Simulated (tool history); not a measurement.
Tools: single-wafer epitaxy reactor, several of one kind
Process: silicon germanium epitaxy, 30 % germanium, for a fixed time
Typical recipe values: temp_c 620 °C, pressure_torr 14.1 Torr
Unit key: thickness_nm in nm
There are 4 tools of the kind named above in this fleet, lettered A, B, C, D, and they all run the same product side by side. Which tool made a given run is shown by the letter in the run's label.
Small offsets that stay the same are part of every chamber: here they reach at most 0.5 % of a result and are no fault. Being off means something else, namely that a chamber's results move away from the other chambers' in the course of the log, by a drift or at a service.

run   hour  temp_c  pressure_torr  read-back reference wafer on the same gauge, thickness_nm  thickness_nm
 1D    5.3     620           14.1                                                     84.339        73.285
 2A    8.7     620           14.1                                                     84.543        73.158
 3B   11.7     620           14.1                                                     84.497        73.541
 4C   16.1     620           14.1                                                     84.316        73.405
 5A   20.3     613           14.1                                                     84.405         65.99
 6C   25.3     613           14.1                                                     84.343        65.297
 7D   29.4     613           14.1                                                     84.468        64.643
 8B     33     613           14.1                                                     84.356        65.281
 9C   36.8     620           14.1                                                     84.516         73.23
10B   41.7     620           14.1                                                     84.341        73.333
11A     45     620           14.1                                                     84.344        73.476
12D   50.1     620           14.1                                                     84.309        73.963
13D     54     620           14.1                                                     84.481        73.693
14B   57.6     620           14.1                                                     84.457        73.834
15C   61.5     620           14.1                                                     84.462        73.934
16A   65.4     620           14.1                                                     84.299         73.95
17D   69.8     620           14.1                                                     84.579        73.636
18B   74.7     620           14.1                                                     84.402        73.501
19A   78.5     620           14.1                                                     84.337        73.577
20C   83.7     620           14.1                                                     84.407        73.911
21B   88.5     612           17.5                                                     84.555        69.656
22A   91.8     612           17.5                                                     84.423        70.265
      92.7  -- chamber D: capacitance manometer re-zeroed and calibrated
23C   96.6     612           17.5                                                     84.242        69.877
24D  100.6     612           17.5                                                     84.368        68.806
25A  105.4     620           14.1                                                     84.395        73.299
26C  108.3     620           14.1                                                     84.403        73.801
27B    111     620           14.1                                                     84.402        73.857
28D  114.2     620           14.1                                                     84.569        73.958
29D  119.7     620           14.1                                                     84.434        73.054
30A  123.4     620           14.1                                                     84.304        73.793
31B  129.1     620           14.1                                                     84.411        73.904
     132.2  -- chamber C: pyrometer calibrated
32C  134.3     620           14.1                                                     84.406        72.718

For the next run the whole fleet of 4 chambers uses the same settings. Give each chamber's results:
33A  138.4     631           14.1                                                                        ?
33B  138.4     631           14.1                                                                        ?
33C  138.4     631           14.1                                                                        ?
33D  138.4     631           14.1                                                                        ?

run  thickness_nm
33A        89.361
33B        88.229
33C        87.789
33D        88.095
